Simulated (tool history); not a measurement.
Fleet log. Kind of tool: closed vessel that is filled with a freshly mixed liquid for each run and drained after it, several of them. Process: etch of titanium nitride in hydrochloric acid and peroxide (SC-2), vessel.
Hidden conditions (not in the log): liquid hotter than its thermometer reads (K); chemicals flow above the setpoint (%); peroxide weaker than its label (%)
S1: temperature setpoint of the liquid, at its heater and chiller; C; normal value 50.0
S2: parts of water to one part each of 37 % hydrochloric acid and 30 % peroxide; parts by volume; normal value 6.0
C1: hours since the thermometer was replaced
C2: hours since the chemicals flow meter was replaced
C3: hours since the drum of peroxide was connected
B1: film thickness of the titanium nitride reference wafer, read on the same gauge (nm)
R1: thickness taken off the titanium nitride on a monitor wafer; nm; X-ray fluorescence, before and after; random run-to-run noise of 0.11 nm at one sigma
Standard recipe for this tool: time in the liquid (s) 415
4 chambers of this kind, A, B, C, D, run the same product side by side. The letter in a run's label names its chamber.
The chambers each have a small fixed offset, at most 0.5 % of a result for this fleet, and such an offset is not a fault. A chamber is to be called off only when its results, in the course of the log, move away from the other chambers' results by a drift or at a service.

{"run": "1C", "day": 0.267, "S1": 50.0, "S2": 6.0, "time in the liquid (s)": 415, "C1": 1066.8, "C2": 277.7, "C3": 210.9, "B1": 40.016, "R1": 12.372}
{"run": "2D", "day": 0.738, "S1": 50.0, "S2": 6.0, "time in the liquid (s)": 415, "C1": 661.2, "C2": 843.5, "C3": 556.9, "B1": 40.003, "R1": 12.348}
{"run": "3B", "day": 0.971, "S1": 50.0, "S2": 6.0, "time in the liquid (s)": 415, "C1": 2468.9, "C2": 457.7, "C3": 829.6, "B1": 40.006, "R1": 12.083}
{"run": "4A", "day": 1.212, "S1": 50.0, "S2": 6.0, "time in the liquid (s)": 415, "C1": 661.0, "C2": 203.2, "C3": 296.9, "B1": 39.994, "R1": 12.336}
{"run": "5B", "day": 1.488, "S1": 50.0, "S2": 6.0, "time in the liquid (s)": 415, "C1": 2481.3, "C2": 470.1, "C3": 842.0, "B1": 40.013, "R1": 12.354}
{"run": "6A", "day": 1.75, "S1": 50.0, "S2": 6.0, "time in the liquid (s)": 415, "C1": 673.9, "C2": 216.1, "C3": 309.8, "B1": 39.986, "R1": 12.17}
{"run": "7D", "day": 2.246, "S1": 50.0, "S2": 6.0, "time in the liquid (s)": 415, "C1": 697.4, "C2": 879.7, "C3": 593.1, "B1": 39.982, "R1": 12.05}
{"run": "8C", "day": 2.525, "S1": 50.0, "S2": 4.5, "time in the liquid (s)": 655, "C1": 1121.0, "C2": 331.9, "C3": 265.1, "B1": 40.002, "R1": 23.895}
{"run": "9A", "day": 2.871, "S1": 50.0, "S2": 4.5, "time in the liquid (s)": 655, "C1": 700.8, "C2": 243.0, "C3": 336.7, "B1": 40.011, "R1": 24.095}
{"run": "10D", "day": 3.238, "S1": 50.0, "S2": 4.5, "time in the liquid (s)": 655, "C1": 721.2, "C2": 903.5, "C3": 616.9, "B1": 39.994, "R1": 24.187}
{"run": "11C", "day": 3.675, "S1": 50.0, "S2": 4.5, "time in the liquid (s)": 655, "C1": 1148.6, "C2": 359.5, "C3": 292.7, "B1": 39.969, "R1": 23.852}
{"run": "12B", "day": 3.962, "S1": 50.0, "S2": 6.0, "time in the liquid (s)": 415, "C1": 2540.7, "C2": 529.5, "C3": 901.4, "B1": 40.031, "R1": 12.227}
{"run": "13C", "day": 4.25, "S1": 50.0, "S2": 6.0, "time in the liquid (s)": 415, "C1": 1162.4, "C2": 373.3, "C3": 306.5, "B1": 39.978, "R1": 12.066}
{"day": 4.425, "done": "chamber C: new drum of peroxide connected"}
{"run": "14B", "day": 4.671, "S1": 50.0, "S2": 6.0, "time in the liquid (s)": 415, "C1": 2557.7, "C2": 546.5, "C3": 918.4, "B1": 39.995, "R1": 12.144}
{"day": 4.788, "done": "chamber B: thermometer replaced"}
{"run": "15A", "day": 4.971, "S1": 50.0, "S2": 6.0, "time in the liquid (s)": 415, "C1": 751.2, "C2": 293.4, "C3": 387.1, "B1": 40.007, "R1": 12.397}
{"run": "16D", "day": 5.354, "S1": 50.0, "S2": 6.0, "time in the liquid (s)": 415, "C1": 772.0, "C2": 954.3, "C3": 667.7, "B1": 40.008, "R1": 12.382}
{"run": "17C", "day": 5.721, "S1": 50.0, "S2": 6.0, "time in the liquid (s)": 415, "C1": 1197.7, "C2": 408.6, "C3": 31.2, "B1": 39.96, "R1": 12.479}
{"run": "18B", "day": 6.129, "S1": 50.0, "S2": 6.0, "time in the liquid (s)": 415, "C1": 32.3, "C2": 581.5, "C3": 953.4, "B1": 39.97, "R1": 11.755}
{"run": "19A", "day": 6.417, "S1": 50.0, "S2": 6.0, "time in the liquid (s)": 415, "C1": 785.9, "C2": 328.1, "C3": 421.8, "B1": 39.977, "R1": 12.233}
{"run": "20D", "day": 6.65, "S1": 46.0, "S2": 4.0, "time in the liquid (s)": 415, "C1": 803.1, "C2": 985.4, "C3": 698.8, "B1": 40.001, "R1": 12.798}
{"run": "21D", "day": 6.896, "S1": 46.0, "S2": 4.0, "time in the liquid (s)": 415, "C1": 809.0, "C2": 991.3, "C3": 704.7, "B1": 39.994, "R1": 12.424}
{"run": "22C", "day": 7.329, "S1": 46.0, "S2": 4.0, "time in the liquid (s)": 415, "C1": 1236.3, "C2": 447.2, "C3": 69.8, "B1": 40.018, "R1": 12.585}
{"run": "23B", "day": 7.625, "S1": 46.0, "S2": 4.0, "time in the liquid (s)": 415, "C1": 68.2, "C2": 617.4, "C3": 989.3, "B1": 40.002, "R1": 12.113}
{"run": "24A", "day": 7.988, "S1": 50.0, "S2": 6.0, "time in the liquid (s)": 415, "C1": 823.6, "C2": 365.8, "C3": 459.5, "B1": 40.014, "R1": 12.276}
{"run": "25D", "day": 8.279, "S1": 50.0, "S2": 5.0, "time in the liquid (s)": 415, "C1": 842.2, "C2": 1024.5, "C3": 737.9, "B1": 39.986, "R1": 14.134}
{"run": "26A", "day": 8.738, "S1": 50.0, "S2": 5.0, "time in the liquid (s)": 415, "C1": 841.6, "C2": 383.8, "C3": 477.5, "B1": 39.97, "R1": 14.228}
{"run": "27C", "day": 9.033, "S1": 50.0, "S2": 5.0, "time in the liquid (s)": 415, "C1": 1277.2, "C2": 488.1, "C3": 110.7, "B1": 39.971, "R1": 14.102}
{"run": "28B", "day": 9.408, "S1": 50.0, "S2": 5.0, "time in the liquid (s)": 415, "C1": 111.0, "C2": 660.2, "C3": 1032.1, "B1": 39.995, "R1": 13.338}
{"run": "29B", "day": 9.692, "S1": 55.5, "S2": 7.0, "time in the liquid (s)": 415, "C1": 117.8, "C2": 667.0, "C3": 1038.9, "B1": 39.937, "R1": 14.799}
{"run": "30A", "day": 9.979, "S1": 55.5, "S2": 7.0, "time in the liquid (s)": 415, "C1": 871.4, "C2": 413.6, "C3": 507.3, "B1": 39.996, "R1": 15.445}

All 4 chambers run these settings next. Forecast each chamber's results:
{"run": "31A", "day": 10.338, "S1": 50.0, "S2": 5.0, "time in the liquid (s)": 415, "R1": "?"}
{"run": "31B", "day": 10.338, "S1": 50.0, "S2": 5.0, "time in the liquid (s)": 415, "R1": "?"}
{"run": "31C", "day": 10.338, "S1": 50.0, "S2": 5.0, "time in the liquid (s)": 415, "R1": "?"}
{"run": "31D", "day": 10.338, "S1": 50.0, "S2": 5.0, "time in the liquid (s)": 415, "R1": "?"}

run=31A R1=14.007
run=31B R1=12.915
run=31C R1=14.080
run=31D R1=14.079
